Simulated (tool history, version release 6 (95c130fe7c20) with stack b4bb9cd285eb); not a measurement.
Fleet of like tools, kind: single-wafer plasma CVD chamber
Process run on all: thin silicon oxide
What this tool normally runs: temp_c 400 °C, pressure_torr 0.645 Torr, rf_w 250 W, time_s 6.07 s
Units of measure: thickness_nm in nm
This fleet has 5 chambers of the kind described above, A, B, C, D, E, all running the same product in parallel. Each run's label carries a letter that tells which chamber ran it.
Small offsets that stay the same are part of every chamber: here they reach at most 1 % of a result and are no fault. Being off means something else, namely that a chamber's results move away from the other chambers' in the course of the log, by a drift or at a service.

run	hour	temp_c	pressure_torr	rf_w	time_s	hours since the last thermocouple change	hours since the last RF generator calibration	hours since the last manometer calibration	read-back reference wafer on the same gauge, thickness_nm	thickness_nm
1B	4.8	400	0.645	250	6.07	211.7	121.5	1376.7	6.7783	8.3144
2A	8.7	400	0.645	250	6.07	1487.2	1348.9	2380.1	6.7789	8.2610
3E	12.8	400	0.645	250	6.07	969.6	584.9	1942.5	6.7642	8.2006
4C	16.6	400	0.645	250	6.07	543.7	1126.7	1896.6	6.7626	8.2628
5D	20.7	400	0.797	220	6.07	1195.8	989.2	944.2	6.7690	9.5588
6D	24.9	400	0.797	220	6.07	1200.0	993.4	948.4	6.7692	9.5958
7A	29.3	400	0.797	220	6.07	1507.8	1369.5	2400.7	6.7697	9.6605
# hour 32.3: chamber D: RF generator calibrated
8C	33.5	400	0.797	220	6.07	560.6	1143.6	1913.5	6.7657	9.6867
9E	36.7	400	0.797	220	6.07	993.5	608.8	1966.4	6.7595	9.5465
10B	40.1	400	0.645	250	6.07	247.0	156.8	1412.0	6.7681	8.3145
11A	45.7	400	0.645	250	6.07	1524.2	1385.9	2417.1	6.7741	8.2643
12B	50.2	400	0.645	250	6.07	257.1	166.9	1422.1	6.7713	8.2438
13E	53.3	400	0.645	250	6.07	1010.1	625.4	1983.0	6.7758	8.1387
14D	57.2	400	0.645	250	6.07	1232.3	25.0	980.7	6.7719	8.2572
15C	61.4	400	0.645	250	6.07	588.5	1171.5	1941.4	6.7688	8.2310
16B	65.5	400	0.645	250	6.07	272.4	182.2	1437.4	6.7696	8.2693
17A	68.1	400	0.645	250	6.07	1546.6	1408.3	2439.5	6.7794	8.2533
18D	70.9	400	0.645	250	6.07	1246.0	38.7	994.4	6.7706	8.2351
19E	73.7	400	0.645	250	6.07	1030.5	645.8	2003.4	6.7679	8.2038
20C	76.6	400	0.645	250	6.07	603.7	1186.7	1956.6	6.7653	8.3257
# hour 80.0: chamber E: capacitance manometer re-zeroed and calibrated
21B	80.5	400	0.645	250	6.07	287.4	197.2	1452.4	6.7733	8.2370
22E	85.8	400	0.645	250	6.07	1042.6	657.9	5.9	6.7780	8.5491
23C	90.0	400	0.645	250	6.07	617.1	1200.1	1970.0	6.7626	8.2170
24A	92.9	400	0.645	210	6.79	1571.4	1433.1	2464.3	6.7648	8.6331
25D	96.8	400	0.645	210	6.79	1271.9	64.6	1020.3	6.7726	8.4588
26C	101.0	400	0.645	210	6.79	628.1	1211.1	1981.0	6.7640	8.6263
27D	105.6	400	0.645	210	6.79	1280.7	73.4	1029.1	6.7779	8.4371
28A	109.9	400	0.645	210	6.79	1588.4	1450.1	2481.3	6.7635	8.5279
29E	113.5	400	0.645	250	6.07	1070.3	685.6	33.6	6.7795	8.6154
30B	116.5	400	0.645	250	6.07	323.4	233.2	1488.4	6.7627	8.1948
31E	120.1	400	0.645	250	6.07	1076.9	692.2	40.2	6.7734	8.5468
32C	124.9	400	0.645	250	6.07	652.0	1235.0	2004.9	6.7662	8.3141
33A	130.1	400	0.645	250	6.07	1608.6	1470.3	2501.5	6.7652	8.2613
34D	134.0	400	0.645	250	6.07	1309.1	101.8	1057.5	6.7599	8.2019
35B	137.6	400	0.645	250	6.07	344.5	254.3	1509.5	6.7716	8.2325
36E	143.2	400	0.645	250	6.07	1100.0	715.3	63.3	6.7646	8.6863
37C	147.7	400	0.645	250	6.07	674.8	1257.8	2027.7	6.7675	8.3088
38D	151.7	400	0.768	250	6.07	1326.8	119.5	1075.2	6.7703	9.7687
39B	155.9	400	0.768	250	6.07	362.8	272.6	1527.8	6.7710	9.8808
40A	161.2	400	0.768	250	6.07	1639.7	1501.4	2532.6	6.7611	9.8843
41D	164.6	400	0.768	250	6.07	1339.7	132.4	1088.1	6.7699	9.8968

What goes on in this fleet: one chamber off, a drifting gauge, or nothing beyond the chambers' own small offsets? Name the chamber and the cause, if any.

A service on chamber E put it out of line with the rest.
Most likely cause: true pressure above the setpoint (%) = 5.06.

Below are 4 candidate recipes for chamber E's next run, each the usual settings with a change, their results shown as question marks. Which of them brings E's results back in line with what the other chambers give on the usual settings?
Allowed miss from the other chambers' usual-settings mean, per result, to count as in line: thickness_nm 0.1600 nm
42E-1	169.0	400	0.645	255	6.29					?
42E-2	169.0	400	0.619	250	6.07					?
42E-3	169.0	400	0.645	255	6.07					?
42E-4	169.0	400	0.642	250	6.05					?

The mean the other chambers reach with the usual settings: thickness_nm 8.2567 nm
run	thickness_nm
42E-1	9.0286
42E-2	8.2571
42E-3	8.7134
42E-4	8.5646
With 42E-2, the chamber falls back in line with the rest.
